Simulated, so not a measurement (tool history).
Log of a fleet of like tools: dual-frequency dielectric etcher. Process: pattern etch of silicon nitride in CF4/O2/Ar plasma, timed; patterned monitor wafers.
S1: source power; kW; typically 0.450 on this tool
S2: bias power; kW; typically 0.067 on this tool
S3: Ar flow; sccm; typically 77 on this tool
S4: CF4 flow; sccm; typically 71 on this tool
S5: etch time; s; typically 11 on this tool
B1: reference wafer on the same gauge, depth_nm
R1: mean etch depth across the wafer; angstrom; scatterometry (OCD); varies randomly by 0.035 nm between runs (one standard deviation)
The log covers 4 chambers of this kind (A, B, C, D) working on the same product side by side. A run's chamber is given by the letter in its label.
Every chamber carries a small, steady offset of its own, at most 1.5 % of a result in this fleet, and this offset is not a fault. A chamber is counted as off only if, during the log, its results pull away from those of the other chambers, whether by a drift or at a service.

Run 1D, hour 9.7: usual settings; B1 18.502. Result: R1 209.23 angstrom.
Run 2A, hour 17.2: usual settings; B1 18.502. Result: R1 211.33 angstrom.
Run 3C, hour 29.9: usual settings; B1 18.507. Result: R1 210.87 angstrom.
Run 4B, hour 42.8: usual settings; B1 18.517. Result: R1 212.81 angstrom.
At hour 44.9: chamber D: wet clean of the chamber.
Run 5D, hour 56.2: usual settings; B1 18.518. Result: R1 209.75 angstrom.
Run 6C, hour 63.5: usual settings; B1 18.509. Result: R1 210.98 angstrom.
Run 7B, hour 78.3: usual settings; B1 18.511. Result: R1 212.88 angstrom.
Run 8A, hour 94.5: usual settings; B1 18.525. Result: R1 211.43 angstrom.
Run 9A, hour 109.4: usual settings; B1 18.520. Result: R1 212.42 angstrom.
Run 10B, hour 116.6: usual settings; B1 18.529. Result: R1 213.61 angstrom.
Run 11C, hour 126.7: usual settings; B1 18.531. Result: R1 211.36 angstrom.
Run 12D, hour 136.2: usual settings; B1 18.528. Result: R1 209.78 angstrom.
Run 13C, hour 151.3: usual settings; B1 18.537. Result: R1 211.22 angstrom.
Run 14D, hour 160.7: usual settings; B1 18.546. Result: R1 209.80 angstrom.
Run 15A, hour 168.7: usual settings but S3 95 sccm; B1 18.548. Result: R1 207.20 angstrom.
Run 16B, hour 182.1: usual settings but S3 95 sccm; B1 18.552. Result: R1 208.07 angstrom.
Run 17C, hour 195.4: usual settings but S3 95 sccm; B1 18.552. Result: R1 206.56 angstrom.
Run 18A, hour 204.6: usual settings but S3 95 sccm; B1 18.554. Result: R1 207.64 angstrom.
Run 19B, hour 213.9: usual settings; B1 18.553. Result: R1 213.75 angstrom.
Run 20D, hour 223.2: usual settings; B1 18.556. Result: R1 210.08 angstrom.
Run 21B, hour 238.4: usual settings but S4 82 sccm; B1 18.555. Result: R1 216.29 angstrom.
At hour 242.6: chamber C: bias power generator calibrated.
At hour 246.1: chamber A: wet clean of the chamber.
Run 22A, hour 249.9: usual settings but S4 82 sccm; B1 18.569. Result: R1 215.42 angstrom.
Run 23D, hour 264.2: usual settings but S4 82 sccm; B1 18.566. Result: R1 213.96 angstrom.
Run 24C, hour 279.2: usual settings but S4 82 sccm; B1 18.569. Result: R1 215.51 angstrom.
Run 25B, hour 291.2: usual settings; B1 18.570. Result: R1 213.66 angstrom.
Run 26C, hour 304.7: usual settings; B1 18.572. Result: R1 211.93 angstrom.
Run 27A, hour 315.7: usual settings but S2 0.058 kW; B1 18.577. Result: R1 200.60 angstrom.
Run 28D, hour 323.5: usual settings but S2 0.058 kW; B1 18.584. Result: R1 198.95 angstrom.
Run 29D, hour 334.7: usual settings but S2 0.058 kW; B1 18.583. Result: R1 198.82 angstrom.
Run 30C, hour 342.5: usual settings but S2 0.058 kW; B1 18.584. Result: R1 200.23 angstrom.
Run 31A, hour 349.6: usual settings; B1 18.593. Result: R1 213.02 angstrom.
At hour 352.6: chamber D: Ar flow controller replaced.
Run 32B, hour 358.3: usual settings; B1 18.595. Result: R1 213.73 angstrom.
Run 33C, hour 367.2: usual settings; B1 18.594. Result: R1 212.43 angstrom.
Run 34D, hour 375.2: usual settings but S2 0.075 kW, S3 91 sccm; B1 18.599. Result: R1 216.56 angstrom.
Run 35A, hour 388.1: usual settings but S2 0.075 kW, S3 91 sccm; B1 18.598. Result: R1 218.88 angstrom.
Run 36B, hour 400.0: usual settings but S2 0.075 kW, S3 91 sccm; B1 18.604. Result: R1 219.92 angstrom.
Run 37A, hour 410.4: usual settings but S2 0.075 kW, S3 91 sccm; B1 18.602. Result: R1 219.00 angstrom.
Run 38B, hour 424.1: usual settings; B1 18.607. Result: R1 213.76 angstrom.
Run 39D, hour 437.9: usual settings; B1 18.607. Result: R1 209.78 angstrom.
At hour 444.5: chamber C: wet clean of the chamber.
Run 40C, hour 445.7: usual settings; B1 18.618. Result: R1 211.97 angstrom.
Run 41D, hour 455.8: usual settings; B1 18.623. Result: R1 210.64 angstrom.
Run 42B, hour 466.6: usual settings; B1 18.623. Result: R1 214.11 angstrom.
At hour 468.7: chamber A: CF4 flow controller replaced.
Run 43A, hour 482.9: usual settings; B1 18.625. Result: R1 213.21 angstrom.

Each of the 4 chambers runs these same settings next. Fill in every chamber's results:
Run 44A, hour 494.7: usual settings. Result: R1 ?.
Run 44B, hour 494.7: usual settings. Result: R1 ?.
Run 44C, hour 494.7: usual settings. Result: R1 ?.
Run 44D, hour 494.7: usual settings. Result: R1 ?.

run      R1
44A  213.36
44B  213.82
44C  212.43
44D  210.78
